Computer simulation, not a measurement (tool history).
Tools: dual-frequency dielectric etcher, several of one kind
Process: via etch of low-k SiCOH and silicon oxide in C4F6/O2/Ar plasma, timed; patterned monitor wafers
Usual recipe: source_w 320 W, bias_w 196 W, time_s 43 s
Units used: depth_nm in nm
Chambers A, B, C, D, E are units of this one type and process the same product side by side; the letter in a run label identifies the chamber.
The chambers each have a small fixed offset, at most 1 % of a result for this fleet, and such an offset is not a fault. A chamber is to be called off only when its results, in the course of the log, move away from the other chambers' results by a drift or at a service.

run,hour,source_w,bias_w,time_s,"read-back reference wafer on the same gauge, depth_nm",depth_nm
1D,4.7,320,196,43,101.41,96.16
2A,11,320,196,43,101.38,96.094
3E,18.2,320,196,43,101.44,95.499
4C,21.8,320,196,43,101.39,96.378
5B,27.3,320,196,43,101.42,95.566
6A,30.8,320,196,43,101.4,95.534
7E,38.7,320,196,43,101.41,95.91
8B,46.6,320,196,43,101.43,96.273
9C,52.7,320,165,49.5,101.42,104.8
10D,59.1,320,165,49.5,101.4,104.17
11D,63.2,320,165,49.5,101.46,104.15
12B,68.8,320,165,49.5,101.39,104.32
13C,76.6,320,165,49.5,101.36,105.18
14E,82.5,320,196,43,101.4,95.595
# hour 83.1: chamber D: wet clean of the chamber
15A,86.4,320,196,43,101.35,95.601
16B,91,320,196,50.5,101.4,112.26
17A,94.8,320,196,50.5,101.35,111.89
18E,99,320,196,50.5,101.4,112.31
19D,102.6,320,196,50.5,101.39,109.38
20C,110.4,320,196,50.5,101.46,113.4
21A,114.6,320,196,43,101.38,95.324
22E,118.6,320,196,43,101.41,95.601
23D,123,320,196,43,101.33,92.981
24C,130.3,320,196,43,101.35,96.433
25B,135.5,320,196,43,101.4,95.517
26C,143.5,320,196,43,101.39,96.407
27A,148.4,320,196,43,101.37,95.243
28E,155.7,320,196,43,101.4,95.37
29B,160.6,320,196,43,101.34,95.662
30D,166.7,320,196,43,101.39,93.322
31B,172.8,320,196,43,101.36,95.459

Does one chamber stand apart from the rest, does the shared gauge drift, or is all well apart from small per-chamber offsets? Give the chamber and the most likely cause, where there is one.

Chamber D came out of a service off from its peers and stayed that way.
Likeliest cause: etch rate under this chamber's usual, % = 2.77.

Which of the 4 candidates below, each the usual settings with something changed and its results left as question marks, puts chamber D back in line with what the other chambers give on the usual settings?
To be in line, a result may differ from the other chambers' mean on the usual settings by at most: depth_nm 0.77 nm
32D-1,178.5,320,196,43.5,,?
32D-2,178.5,320,196,42.5,,?
32D-3,178.5,320,195,42,,?
32D-4,178.5,320,197,44,,?

The other chambers' mean on the usual settings: depth_nm 95.834 nm
run,depth_nm
32D-1,94.43
32D-2,92.259
32D-3,91.019
32D-4,95.677
32D-4 puts the chamber back in line with the other chambers.

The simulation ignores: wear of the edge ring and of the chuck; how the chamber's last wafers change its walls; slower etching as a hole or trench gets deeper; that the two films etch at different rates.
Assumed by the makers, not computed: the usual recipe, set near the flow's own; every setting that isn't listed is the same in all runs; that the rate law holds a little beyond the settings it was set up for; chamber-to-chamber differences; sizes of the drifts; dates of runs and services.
